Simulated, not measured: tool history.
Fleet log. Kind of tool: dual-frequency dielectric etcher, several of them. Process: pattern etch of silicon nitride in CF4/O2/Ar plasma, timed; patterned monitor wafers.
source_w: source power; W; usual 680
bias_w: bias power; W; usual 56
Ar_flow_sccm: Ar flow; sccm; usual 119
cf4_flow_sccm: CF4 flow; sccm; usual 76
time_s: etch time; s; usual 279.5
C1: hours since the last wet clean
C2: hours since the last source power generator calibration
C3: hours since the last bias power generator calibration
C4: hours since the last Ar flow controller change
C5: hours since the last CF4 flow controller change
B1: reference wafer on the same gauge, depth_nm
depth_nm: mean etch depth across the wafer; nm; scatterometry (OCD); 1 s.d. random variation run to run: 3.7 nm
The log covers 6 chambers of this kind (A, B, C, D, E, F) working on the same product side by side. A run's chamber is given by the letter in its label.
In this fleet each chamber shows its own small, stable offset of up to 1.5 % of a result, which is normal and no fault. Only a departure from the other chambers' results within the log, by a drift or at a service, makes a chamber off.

run 1C hour=9.2 | source_w=680 bias_w=56 Ar_flow_sccm=119 cf4_flow_sccm=76 time_s=279.5 | C1=455.8 C2=193.6 C3=371.2 C4=3158.7 C5=1936.2 | B1=669.38 | depth_nm=682.66
run 2E hour=17.2 | source_w=680 bias_w=56 Ar_flow_sccm=119 cf4_flow_sccm=76 time_s=279.5 | C1=154.6 C2=542.2 C3=1534.5 C4=33.2 C5=362.1 | B1=670.30 | depth_nm=684.96
run 3A hour=27.5 | source_w=680 bias_w=56 Ar_flow_sccm=119 cf4_flow_sccm=76 time_s=279.5 | C1=277.3 C2=3075.2 C3=3299.2 C4=648.9 C5=893.3 | B1=668.80 | depth_nm=699.08
run 4B hour=39.1 | source_w=680 bias_w=56 Ar_flow_sccm=119 cf4_flow_sccm=76 time_s=279.5 | C1=471.1 C2=1332.8 C3=3646.1 C4=4285.8 C5=128.4 | B1=669.63 | depth_nm=676.73
run 5F hour=49.8 | source_w=680 bias_w=56 Ar_flow_sccm=119 cf4_flow_sccm=76 time_s=279.5 | C1=260.3 C2=1580.1 C3=1225.7 C4=1855.3 C5=1881.4 | B1=669.64 | depth_nm=684.06
-- hour=50.3 chamber C: wet clean of the chamber
run 6D hour=56.0 | source_w=680 bias_w=56 Ar_flow_sccm=119 cf4_flow_sccm=90 time_s=279.5 | C1=335.3 C2=2564.0 C3=618.3 C4=2379.3 C5=2142.4 | B1=670.63 | depth_nm=698.70
run 7C hour=65.5 | source_w=680 bias_w=56 Ar_flow_sccm=119 cf4_flow_sccm=90 time_s=279.5 | C1=15.3 C2=249.9 C3=427.5 C4=3215.0 C5=1992.5 | B1=669.64 | depth_nm=699.06
run 8D hour=74.8 | source_w=680 bias_w=56 Ar_flow_sccm=119 cf4_flow_sccm=90 time_s=279.5 | C1=354.1 C2=2582.8 C3=637.1 C4=2398.1 C5=2161.2 | B1=669.58 | depth_nm=701.58
run 9A hour=81.0 | source_w=680 bias_w=56 Ar_flow_sccm=119 cf4_flow_sccm=90 time_s=279.5 | C1=330.8 C2=3128.7 C3=3352.7 C4=702.4 C5=946.8 | B1=670.09 | depth_nm=711.02
run 10E hour=87.7 | source_w=680 bias_w=56 Ar_flow_sccm=119 cf4_flow_sccm=90 time_s=279.5 | C1=225.1 C2=612.7 C3=1605.0 C4=103.7 C5=432.6 | B1=670.34 | depth_nm=696.37
run 11F hour=93.7 | source_w=680 bias_w=56 Ar_flow_sccm=119 cf4_flow_sccm=90 time_s=279.5 | C1=304.2 C2=1624.0 C3=1269.6 C4=1899.2 C5=1925.3 | B1=669.96 | depth_nm=700.39
run 12B hour=107.0 | source_w=680 bias_w=63 Ar_flow_sccm=119 cf4_flow_sccm=60 time_s=279.5 | C1=539.0 C2=1400.7 C3=3714.0 C4=4353.7 C5=196.3 | B1=670.51 | depth_nm=696.52
run 13A hour=120.9 | source_w=680 bias_w=63 Ar_flow_sccm=119 cf4_flow_sccm=60 time_s=279.5 | C1=370.7 C2=3168.6 C3=3392.6 C4=742.3 C5=986.7 | B1=670.73 | depth_nm=705.93
run 14C hour=128.1 | source_w=680 bias_w=63 Ar_flow_sccm=119 cf4_flow_sccm=60 time_s=279.5 | C1=77.9 C2=312.5 C3=490.1 C4=3277.6 C5=2055.1 | B1=669.82 | depth_nm=685.56
run 15F hour=141.9 | source_w=680 bias_w=63 Ar_flow_sccm=119 cf4_flow_sccm=60 time_s=279.5 | C1=352.4 C2=1672.2 C3=1317.8 C4=1947.4 C5=1973.5 | B1=669.38 | depth_nm=701.74
run 16E hour=154.8 | source_w=680 bias_w=63 Ar_flow_sccm=119 cf4_flow_sccm=60 time_s=279.5 | C1=292.2 C2=679.8 C3=1672.1 C4=170.8 C5=499.7 | B1=670.55 | depth_nm=686.23
run 17D hour=162.2 | source_w=680 bias_w=63 Ar_flow_sccm=119 cf4_flow_sccm=60 time_s=279.5 | C1=441.5 C2=2670.2 C3=724.5 C4=2485.5 C5=2248.6 | B1=669.83 | depth_nm=689.95
run 18B hour=174.6 | source_w=680 bias_w=56 Ar_flow_sccm=119 cf4_flow_sccm=76 time_s=279.5 | C1=606.6 C2=1468.3 C3=3781.6 C4=4421.3 C5=263.9 | B1=670.23 | depth_nm=685.84
run 19C hour=183.6 | source_w=680 bias_w=56 Ar_flow_sccm=119 cf4_flow_sccm=76 time_s=279.5 | C1=133.4 C2=368.0 C3=545.6 C4=3333.1 C5=2110.6 | B1=669.36 | depth_nm=677.48
run 20B hour=192.6 | source_w=680 bias_w=56 Ar_flow_sccm=119 cf4_flow_sccm=76 time_s=279.5 | C1=624.6 C2=1486.3 C3=3799.6 C4=4439.3 C5=281.9 | B1=669.82 | depth_nm=683.82
run 21E hour=205.5 | source_w=680 bias_w=56 Ar_flow_sccm=119 cf4_flow_sccm=76 time_s=279.5 | C1=342.9 C2=730.5 C3=1722.8 C4=221.5 C5=550.4 | B1=669.99 | depth_nm=680.04
run 22A hour=217.5 | source_w=680 bias_w=56 Ar_flow_sccm=119 cf4_flow_sccm=76 time_s=279.5 | C1=467.3 C2=3265.2 C3=3489.2 C4=838.9 C5=1083.3 | B1=668.97 | depth_nm=687.99
run 23D hour=230.1 | source_w=680 bias_w=56 Ar_flow_sccm=93 cf4_flow_sccm=94 time_s=279.5 | C1=509.4 C2=2738.1 C3=792.4 C4=2553.4 C5=2316.5 | B1=669.89 | depth_nm=735.79
run 24F hour=238.4 | source_w=680 bias_w=56 Ar_flow_sccm=93 cf4_flow_sccm=94 time_s=279.5 | C1=448.9 C2=1768.7 C3=1414.3 C4=2043.9 C5=2070.0 | B1=669.64 | depth_nm=739.27
-- hour=240.1 chamber B: wet clean of the chamber
run 25E hour=252.3 | source_w=680 bias_w=56 Ar_flow_sccm=93 cf4_flow_sccm=94 time_s=279.5 | C1=389.7 C2=777.3 C3=1769.6 C4=268.3 C5=597.2 | B1=670.32 | depth_nm=725.32
run 26B hour=263.5 | source_w=680 bias_w=56 Ar_flow_sccm=93 cf4_flow_sccm=94 time_s=279.5 | C1=23.4 C2=1557.2 C3=3870.5 C4=4510.2 C5=352.8 | B1=670.02 | depth_nm=726.67
run 27C hour=275.2 | source_w=680 bias_w=56 Ar_flow_sccm=93 cf4_flow_sccm=94 time_s=279.5 | C1=225.0 C2=459.6 C3=637.2 C4=3424.7 C5=2202.2 | B1=669.06 | depth_nm=722.13
run 28F hour=281.2 | source_w=680 bias_w=56 Ar_flow_sccm=93 cf4_flow_sccm=94 time_s=279.5 | C1=491.7 C2=1811.5 C3=1457.1 C4=2086.7 C5=2112.8 | B1=670.17 | depth_nm=750.80
run 29D hour=293.3 | source_w=680 bias_w=56 Ar_flow_sccm=119 cf4_flow_sccm=76 time_s=279.5 | C1=572.6 C2=2801.3 C3=855.6 C4=2616.6 C5=2379.7 | B1=669.84 | depth_nm=685.36
run 30A hour=304.4 | source_w=680 bias_w=56 Ar_flow_sccm=119 cf4_flow_sccm=76 time_s=279.5 | C1=554.2 C2=3352.1 C3=3576.1 C4=925.8 C5=1170.2 | B1=669.26 | depth_nm=686.47
run 31B hour=314.5 | source_w=680 bias_w=56 Ar_flow_sccm=119 cf4_flow_sccm=76 time_s=279.5 | C1=74.4 C2=1608.2 C3=3921.5 C4=4561.2 C5=403.8 | B1=669.55 | depth_nm=683.92
run 32A hour=322.7 | source_w=680 bias_w=56 Ar_flow_sccm=119 cf4_flow_sccm=76 time_s=279.5 | C1=572.5 C2=3370.4 C3=3594.4 C4=944.1 C5=1188.5 | B1=669.77 | depth_nm=697.33
run 33F hour=332.2 | source_w=680 bias_w=56 Ar_flow_sccm=119 cf4_flow_sccm=76 time_s=279.5 | C1=542.7 C2=1862.5 C3=1508.1 C4=2137.7 C5=2163.8 | B1=670.30 | depth_nm=708.22
run 34E hour=341.6 | source_w=680 bias_w=56 Ar_flow_sccm=119 cf4_flow_sccm=76 time_s=279.5 | C1=479.0 C2=866.6 C3=1858.9 C4=357.6 C5=686.5 | B1=670.53 | depth_nm=682.87
run 35D hour=351.1 | source_w=840 bias_w=56 Ar_flow_sccm=119 cf4_flow_sccm=76 time_s=328.5 | C1=630.4 C2=2859.1 C3=913.4 C4=2674.4 C5=2437.5 | B1=670.70 | depth_nm=966.43
run 36C hour=357.5 | source_w=840 bias_w=56 Ar_flow_sccm=119 cf4_flow_sccm=76 time_s=328.5 | C1=307.3 C2=541.9 C3=719.5 C4=3507.0 C5=2284.5 | B1=669.34 | depth_nm=950.58
run 37C hour=363.8 | source_w=840 bias_w=56 Ar_flow_sccm=119 cf4_flow_sccm=76 time_s=328.5 | C1=313.6 C2=548.2 C3=725.8 C4=3513.3 C5=2290.8 | B1=670.01 | depth_nm=947.42

Read the log: is a single chamber off, either drifting away or since a service, is the gauge that measures every chamber drifting, or is nothing wrong beyond small per-chamber offsets? Name any odd chamber and what most likely caused it.

Little by little, chamber F moves away from the other chambers.
Cause: etch rate over this chamber's usual, % = 3.35.
It could be hard to tell apart here from: source power that arrives over what is set, %.

Which of the 4 candidates below, each the usual settings with something changed and its results left as question marks, puts chamber F back in line with what the other chambers give on the usual settings?
Maximum distance from the other chambers' mean on the usual settings for a result to count as in line: depth_nm 13.00 nm
run 38F-1 hour=373.8 | source_w=700 bias_w=56 Ar_flow_sccm=118 cf4_flow_sccm=76 time_s=292.5 | depth_nm=?
run 38F-2 hour=373.8 | source_w=690 bias_w=56 Ar_flow_sccm=119 cf4_flow_sccm=76 time_s=285.5 | depth_nm=?
run 38F-3 hour=373.8 | source_w=640 bias_w=54 Ar_flow_sccm=119 cf4_flow_sccm=75 time_s=279.5 | depth_nm=?
run 38F-4 hour=373.8 | source_w=680 bias_w=51 Ar_flow_sccm=119 cf4_flow_sccm=76 time_s=279.5 | depth_nm=?

Usual-settings mean across the other chambers: depth_nm 683.44 nm
run=38F-1 depth_nm=764.58
run=38F-2 depth_nm=736.11
run=38F-3 depth_nm=664.26
run=38F-4 depth_nm=686.32
It is 38F-4 that realigns the chamber with its peers.
